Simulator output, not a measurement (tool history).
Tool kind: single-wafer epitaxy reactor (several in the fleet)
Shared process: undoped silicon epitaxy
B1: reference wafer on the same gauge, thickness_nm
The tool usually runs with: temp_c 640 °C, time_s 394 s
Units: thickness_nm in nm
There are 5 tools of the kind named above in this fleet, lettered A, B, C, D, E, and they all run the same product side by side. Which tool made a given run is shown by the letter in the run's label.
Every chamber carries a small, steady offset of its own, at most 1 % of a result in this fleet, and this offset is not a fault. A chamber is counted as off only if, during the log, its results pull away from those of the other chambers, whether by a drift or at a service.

run 1B hour=6.6 | temp_c=640 time_s=394 | B1=50.425 | thickness_nm=53.692
run 2C hour=19.2 | temp_c=640 time_s=394 | B1=50.427 | thickness_nm=52.875
run 3A hour=27.5 | temp_c=640 time_s=394 | B1=50.416 | thickness_nm=53.569
run 4E hour=36.2 | temp_c=640 time_s=394 | B1=50.44 | thickness_nm=53.44
run 5D hour=44.5 | temp_c=640 time_s=394 | B1=50.373 | thickness_nm=53.052
run 6E hour=51.9 | temp_c=640 time_s=394 | B1=50.424 | thickness_nm=53.57
run 7A hour=60.2 | temp_c=640 time_s=394 | B1=50.392 | thickness_nm=52.822
run 8D hour=69.6 | temp_c=640 time_s=394 | B1=50.478 | thickness_nm=52.884
run 9B hour=77.6 | temp_c=640 time_s=394 | B1=50.405 | thickness_nm=53.386
run 10C hour=90.4 | temp_c=640 time_s=394 | B1=50.377 | thickness_nm=52.452
run 11C hour=97.7 | temp_c=640 time_s=394 | B1=50.327 | thickness_nm=52.978
run 12A hour=109.7 | temp_c=640 time_s=394 | B1=50.294 | thickness_nm=53.563
run 13E hour=121.9 | temp_c=640 time_s=394 | B1=50.419 | thickness_nm=53.306
run 14B hour=134.2 | temp_c=640 time_s=394 | B1=50.425 | thickness_nm=53.892
run 15D hour=145.6 | temp_c=640 time_s=394 | B1=50.367 | thickness_nm=52.957
run 16D hour=155.7 | temp_c=640 time_s=394 | B1=50.406 | thickness_nm=53.472
run 17B hour=163.8 | temp_c=640 time_s=454 | B1=50.425 | thickness_nm=62.162
run 18C hour=177.2 | temp_c=640 time_s=454 | B1=50.418 | thickness_nm=60.879
run 19E hour=184.8 | temp_c=640 time_s=454 | B1=50.369 | thickness_nm=61.533
run 20A hour=195.6 | temp_c=640 time_s=454 | B1=50.417 | thickness_nm=61.384
run 21A hour=208.3 | temp_c=640 time_s=454 | B1=50.436 | thickness_nm=61.547
run 22D hour=217.7 | temp_c=640 time_s=394 | B1=50.434 | thickness_nm=52.686
run 23B hour=225.2 | temp_c=640 time_s=394 | B1=50.381 | thickness_nm=54.017
run 24E hour=235.7 | temp_c=640 time_s=394 | B1=50.391 | thickness_nm=52.829
run 25C hour=243.7 | temp_c=640 time_s=366 | B1=50.386 | thickness_nm=49.261
run 26C hour=256.3 | temp_c=640 time_s=366 | B1=50.32 | thickness_nm=49.361
run 27A hour=265.4 | temp_c=640 time_s=366 | B1=50.488 | thickness_nm=49.602
run 28B hour=272.7 | temp_c=640 time_s=366 | B1=50.356 | thickness_nm=49.905
run 29D hour=282.6 | temp_c=640 time_s=366 | B1=50.393 | thickness_nm=49.007
run 30E hour=296 | temp_c=640 time_s=394 | B1=50.416 | thickness_nm=53.27

Decide between three cases: one chamber stands off from its peers, the gauge reading all wafers drifts, or nothing is wrong past each chamber's small offset. Where a chamber is off, say which and what most likely put it there.

No chamber is off and the gauge is stable; the differences are just each chamber's small, constant offset.

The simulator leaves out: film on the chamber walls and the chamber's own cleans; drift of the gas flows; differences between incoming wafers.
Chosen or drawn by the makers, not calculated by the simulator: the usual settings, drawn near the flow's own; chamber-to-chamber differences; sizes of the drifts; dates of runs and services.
